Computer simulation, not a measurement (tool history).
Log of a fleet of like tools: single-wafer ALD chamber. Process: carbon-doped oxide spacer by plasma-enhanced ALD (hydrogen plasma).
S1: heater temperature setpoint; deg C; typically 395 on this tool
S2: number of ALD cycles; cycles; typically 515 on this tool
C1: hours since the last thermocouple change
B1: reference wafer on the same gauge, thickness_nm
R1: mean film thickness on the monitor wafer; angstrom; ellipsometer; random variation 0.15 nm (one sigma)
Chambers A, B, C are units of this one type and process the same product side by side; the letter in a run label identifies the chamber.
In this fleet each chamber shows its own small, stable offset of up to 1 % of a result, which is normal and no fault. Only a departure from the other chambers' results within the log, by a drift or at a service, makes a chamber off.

| run | day | S1 | S2 | C1 | B1 | R1 |
|---|---|---|---|---|---|---|
| 1B | 0.275 | 395 | 515 | 707.3 | 30.521 | 255.19 |
| 2A | 0.504 | 395 | 515 | 983.8 | 30.477 | 255.90 |
| 3C | 0.833 | 395 | 515 | 531.6 | 30.515 | 255.42 |
| 4B | 1.046 | 395 | 515 | 725.8 | 30.498 | 254.95 |
| 5C | 1.246 | 395 | 515 | 541.5 | 30.538 | 253.57 |
| 6A | 1.425 | 387 | 515 | 1005.9 | 30.534 | 255.97 |
| 7B | 1.704 | 387 | 515 | 741.6 | 30.477 | 258.83 |
| 8A | 2.058 | 387 | 515 | 1021.1 | 30.497 | 253.25 |
| 9C | 2.221 | 395 | 515 | 564.9 | 30.506 | 256.06 |
| 10A | 2.462 | 395 | 515 | 1030.8 | 30.449 | 257.68 |
| 11C | 2.725 | 395 | 515 | 577.0 | 30.505 | 253.23 |
| 12B | 2.988 | 395 | 515 | 772.4 | 30.474 | 256.32 |
| 13B | 3.358 | 395 | 515 | 781.3 | 30.484 | 259.66 |
| 14A | 3.596 | 395 | 515 | 1058.0 | 30.511 | 257.36 |
| 15C | 3.854 | 395 | 515 | 604.1 | 30.512 | 252.61 |
| 16A | 4.188 | 395 | 515 | 1072.2 | 30.531 | 255.36 |
| 17C | 4.562 | 405 | 515 | 621.1 | 30.463 | 248.99 |
| 18B | 4.888 | 405 | 515 | 818.0 | 30.506 | 254.34 |
| 19C | 5.062 | 405 | 515 | 633.1 | 30.559 | 248.78 |
| 20A | 5.408 | 395 | 515 | 1101.5 | 30.507 | 258.02 |
| 21B | 5.604 | 395 | 515 | 835.2 | 30.525 | 255.78 |
| 22C | 5.912 | 410 | 515 | 653.5 | 30.491 | 242.80 |
| 23B | 6.262 | 410 | 515 | 851.0 | 30.525 | 253.00 |
| 24A | 6.529 | 410 | 515 | 1128.4 | 30.492 | 249.29 |
| 25B | 6.696 | 395 | 515 | 861.4 | 30.479 | 257.46 |
| 26C | 6.975 | 395 | 515 | 679.0 | 30.503 | 253.12 |
| 27A | 7.350 | 395 | 515 | 1148.1 | 30.501 | 256.22 |
| 28C | 7.521 | 395 | 515 | 692.1 | 30.546 | 255.08 |
| 29A | 7.829 | 395 | 515 | 1159.6 | 30.457 | 252.22 |
| 30B | 8.171 | 403 | 515 | 896.8 | 30.474 | 256.10 |
| 31B | 8.467 | 403 | 515 | 903.9 | 30.515 | 255.07 |
| 32C | 8.633 | 403 | 515 | 718.8 | 30.496 | 249.41 |
| 33A | 8.908 | 395 | 515 | 1185.5 | 30.491 | 257.28 |
| 34C | 9.229 | 395 | 515 | 733.1 | 30.470 | 253.81 |
| 35B | 9.521 | 395 | 515 | 929.2 | 30.452 | 255.16 |
| 36A | 9.867 | 395 | 605 | 1208.5 | 30.465 | 300.91 |
| 37B | 10.183 | 395 | 605 | 945.1 | 30.470 | 298.93 |
| 38A | 10.500 | 395 | 605 | 1223.7 | 30.513 | 300.01 |
| 39C | 10.721 | 385 | 579 | 768.9 | 30.507 | 286.66 |
| 40A | 10.983 | 385 | 579 | 1235.3 | 30.469 | 291.14 |
| 41B | 11.308 | 385 | 579 | 972.1 | 30.504 | 290.75 |
| 42C | 11.604 | 395 | 515 | 790.1 | 30.533 | 253.25 |
| 43A | 11.833 | 395 | 515 | 1255.7 | 30.504 | 256.16 |

Does one chamber stand apart from the rest, does the shared gauge drift, or is all well apart from small per-chamber offsets? Give the chamber and the most likely cause, where there is one.

Nothing is wrong: each chamber keeps only its own small, steady offset and the gauge holds still.
